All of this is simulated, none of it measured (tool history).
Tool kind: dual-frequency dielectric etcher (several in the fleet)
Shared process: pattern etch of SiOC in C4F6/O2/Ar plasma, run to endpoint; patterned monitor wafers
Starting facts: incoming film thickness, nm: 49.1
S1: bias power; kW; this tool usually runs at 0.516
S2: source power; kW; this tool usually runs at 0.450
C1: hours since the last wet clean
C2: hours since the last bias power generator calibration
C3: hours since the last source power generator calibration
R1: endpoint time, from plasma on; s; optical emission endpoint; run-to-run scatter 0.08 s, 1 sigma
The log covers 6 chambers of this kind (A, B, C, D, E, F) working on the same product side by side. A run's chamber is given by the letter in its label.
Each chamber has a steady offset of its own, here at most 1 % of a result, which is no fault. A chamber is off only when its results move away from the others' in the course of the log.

run,hour,S1,S2,C1,C2,C3,R1
1E,7.2,0.516,0.450,98.4,4536.7,641.8,15.820
2F,16.8,0.516,0.450,100.0,806.6,3743.0,15.689
3C,26.8,0.516,0.450,400.7,375.5,2226.2,15.550
4A,33.7,0.516,0.450,419.4,1567.4,279.9,15.739
5D,45.8,0.516,0.450,322.1,2679.4,536.0,15.873
6B,55.1,0.516,0.450,288.2,3091.8,1320.5,15.627
7E,65.2,0.516,0.380,156.4,4594.7,699.8,16.788
8B,77.6,0.516,0.380,310.7,3114.3,1343.0,16.520
9D,87.4,0.516,0.380,363.7,2721.0,577.6,16.904
10C,99.2,0.516,0.380,473.1,447.9,2298.6,16.634
# hour 109.0: chamber E: bias power generator calibrated
11A,110.7,0.516,0.380,496.4,1644.4,356.9,16.883
# hour 119.9: chamber A: wet clean of the chamber
12F,121.3,0.516,0.380,204.5,911.1,3847.5,16.732
# hour 131.4: chamber D: wet clean of the chamber
13C,133.9,0.516,0.450,507.8,482.6,2333.3,15.549
14E,141.7,0.516,0.450,232.9,32.7,776.3,15.772
15F,150.6,0.516,0.450,233.8,940.4,3876.8,15.667
# hour 158.3: chamber F: source power generator calibrated
16B,159.9,0.516,0.450,393.0,3196.6,1425.3,15.669
17D,165.5,0.516,0.450,34.1,2799.1,655.7,15.816
18A,177.0,0.516,0.450,57.2,1710.7,423.2,15.804
19F,184.4,0.516,0.450,267.6,974.2,26.1,15.600
20E,194.0,0.621,0.370,285.2,85.0,828.6,15.850
21A,201.8,0.621,0.370,82.0,1735.5,448.0,15.783
# hour 208.3: chamber B: source power generator calibrated
22C,211.3,0.621,0.370,585.2,560.0,2410.7,15.520
23D,219.9,0.621,0.370,88.5,2853.5,710.1,15.797
# hour 227.1: chamber C: wet clean of the chamber
24B,230.1,0.621,0.370,463.2,3266.8,21.8,15.569
25F,241.0,0.621,0.370,324.2,1030.8,82.7,15.930
26C,249.6,0.516,0.450,22.6,598.3,2449.0,15.679
27E,260.3,0.516,0.450,351.5,151.3,894.9,15.737
28D,272.0,0.516,0.450,140.6,2905.6,762.2,15.773
# hour 274.5: chamber A: bias power generator calibrated
29A,277.6,0.640,0.550,157.8,3.2,523.8,13.524
30B,283.3,0.640,0.550,516.4,3320.0,75.0,13.378
31A,295.3,0.640,0.550,175.5,20.9,541.5,13.347
32D,302.0,0.640,0.550,170.6,2935.6,792.2,13.459
33F,312.6,0.640,0.550,395.8,1102.4,154.3,13.354
34C,320.2,0.640,0.550,93.2,668.9,2519.6,13.380
35E,329.3,0.516,0.450,420.5,220.3,963.9,15.700
36B,338.4,0.516,0.450,571.5,3375.1,130.1,15.792

Has any chamber moved away from the others, gradually or after a service, or does the common gauge drift, or do the chambers differ only by their own small steady offsets? State the chamber and the most likely cause if one applies.

All chambers stay in line apart from their small fixed offsets, and the gauge does not drift.
